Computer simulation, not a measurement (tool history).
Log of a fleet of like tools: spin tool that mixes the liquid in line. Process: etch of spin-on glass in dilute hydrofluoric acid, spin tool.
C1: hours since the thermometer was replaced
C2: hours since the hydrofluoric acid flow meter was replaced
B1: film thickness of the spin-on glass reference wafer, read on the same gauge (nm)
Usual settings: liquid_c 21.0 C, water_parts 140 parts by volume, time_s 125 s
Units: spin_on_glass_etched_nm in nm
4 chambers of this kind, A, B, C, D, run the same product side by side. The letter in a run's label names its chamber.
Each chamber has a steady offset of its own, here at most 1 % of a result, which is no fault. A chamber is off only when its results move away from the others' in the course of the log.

Run 1B, day 0.200: usual settings; C1 1440.6; C2 575.7; B1 49.991. Result: spin_on_glass_etched_nm 51.781 nm.
Run 2C, day 0.400: usual settings; C1 210.5; C2 51.2; B1 49.987. Result: spin_on_glass_etched_nm 52.432 nm.
Run 3D, day 0.508: usual settings; C1 1066.4; C2 40.0; B1 50.010. Result: spin_on_glass_etched_nm 52.569 nm.
Run 4A, day 0.679: usual settings; C1 2273.1; C2 17.5; B1 50.021. Result: spin_on_glass_etched_nm 52.043 nm.
Run 5B, day 0.867: usual settings; C1 1456.6; C2 591.7; B1 50.002. Result: spin_on_glass_etched_nm 51.010 nm.
Run 6D, day 1.042: usual settings; C1 1079.2; C2 52.8; B1 49.983. Result: spin_on_glass_etched_nm 51.783 nm.
Run 7A, day 1.254: usual settings; C1 2286.9; C2 31.3; B1 49.981. Result: spin_on_glass_etched_nm 53.506 nm.
Run 8C, day 1.417: usual settings; C1 234.9; C2 75.6; B1 49.984. Result: spin_on_glass_etched_nm 52.070 nm.
Run 9A, day 1.625: usual settings; C1 2295.8; C2 40.2; B1 50.010. Result: spin_on_glass_etched_nm 51.975 nm.
Run 10B, day 1.808: usual settings; C1 1479.2; C2 614.3; B1 49.989. Result: spin_on_glass_etched_nm 51.668 nm.
Run 11C, day 2.012: usual settings but liquid_c 23.5 C; C1 249.2; C2 89.9; B1 50.027. Result: spin_on_glass_etched_nm 58.121 nm.
Run 12D, day 2.167: usual settings but liquid_c 23.5 C; C1 1106.2; C2 79.8; B1 50.003. Result: spin_on_glass_etched_nm 57.293 nm.
Run 13D, day 2.338: usual settings but liquid_c 23.5 C; C1 1110.3; C2 83.9; B1 50.020. Result: spin_on_glass_etched_nm 57.681 nm.
Run 14A, day 2.438: usual settings but liquid_c 23.5 C; C1 2315.3; C2 59.7; B1 49.989. Result: spin_on_glass_etched_nm 57.316 nm.
Run 15C, day 2.625: usual settings; C1 263.9; C2 104.6; B1 50.006. Result: spin_on_glass_etched_nm 52.511 nm.
Run 16B, day 2.746: usual settings; C1 1501.7; C2 636.8; B1 49.989. Result: spin_on_glass_etched_nm 51.376 nm.
Run 17B, day 2.917: usual settings; C1 1505.8; C2 640.9; B1 50.020. Result: spin_on_glass_etched_nm 52.101 nm.
Run 18D, day 3.029: usual settings; C1 1126.9; C2 100.5; B1 50.003. Result: spin_on_glass_etched_nm 52.094 nm.
Run 19A, day 3.150: usual settings; C1 2332.4; C2 76.8; B1 49.996. Result: spin_on_glass_etched_nm 51.979 nm.
Run 20C, day 3.275: usual settings; C1 279.5; C2 120.2; B1 50.015. Result: spin_on_glass_etched_nm 52.145 nm.
Run 21D, day 3.425: usual settings; C1 1136.4; C2 110.0; B1 49.982. Result: spin_on_glass_etched_nm 52.163 nm.
Run 22B, day 3.521: usual settings; C1 1520.3; C2 655.4; B1 49.992. Result: spin_on_glass_etched_nm 51.650 nm.
Run 23C, day 3.633: usual settings; C1 288.1; C2 128.8; B1 49.992. Result: spin_on_glass_etched_nm 51.944 nm.
Run 24A, day 3.762: usual settings; C1 2347.1; C2 91.5; B1 50.002. Result: spin_on_glass_etched_nm 52.756 nm.
Run 25B, day 3.900: usual settings; C1 1529.4; C2 664.5; B1 49.981. Result: spin_on_glass_etched_nm 51.614 nm.
Run 26A, day 4.071: usual settings but water_parts 90 parts by volume, time_s 70 s; C1 2354.5; C2 98.9; B1 49.995. Result: spin_on_glass_etched_nm 49.498 nm.
Run 27C, day 4.267: usual settings but water_parts 90 parts by volume, time_s 70 s; C1 303.3; C2 144.0; B1 49.981. Result: spin_on_glass_etched_nm 48.594 nm.
Run 28D, day 4.454: usual settings but water_parts 90 parts by volume, time_s 70 s; C1 1161.1; C2 134.7; B1 49.995. Result: spin_on_glass_etched_nm 48.786 nm.
Run 29B, day 4.596: usual settings but water_parts 90 parts by volume, time_s 70 s; C1 1546.1; C2 681.2; B1 50.012. Result: spin_on_glass_etched_nm 47.540 nm.
Run 30A, day 4.762: usual settings; C1 2371.1; C2 115.5; B1 50.027. Result: spin_on_glass_etched_nm 52.986 nm.
Run 31C, day 4.917: usual settings; C1 318.9; C2 159.6; B1 49.989. Result: spin_on_glass_etched_nm 52.442 nm.
Run 32D, day 5.071: usual settings; C1 1175.9; C2 149.5; B1 50.009. Result: spin_on_glass_etched_nm 53.054 nm.
Run 33C, day 5.246: usual settings; C1 326.8; C2 167.5; B1 50.002. Result: spin_on_glass_etched_nm 52.021 nm.
Run 34B, day 5.438: usual settings; C1 1566.3; C2 701.4; B1 50.040. Result: spin_on_glass_etched_nm 51.513 nm.

Is one chamber off against the others, does the gauge drift, or is nothing wrong? If a chamber is off, say which, and what the likeliest cause is.

No chamber stands off beyond its own small offset, and the gauge holds steady.
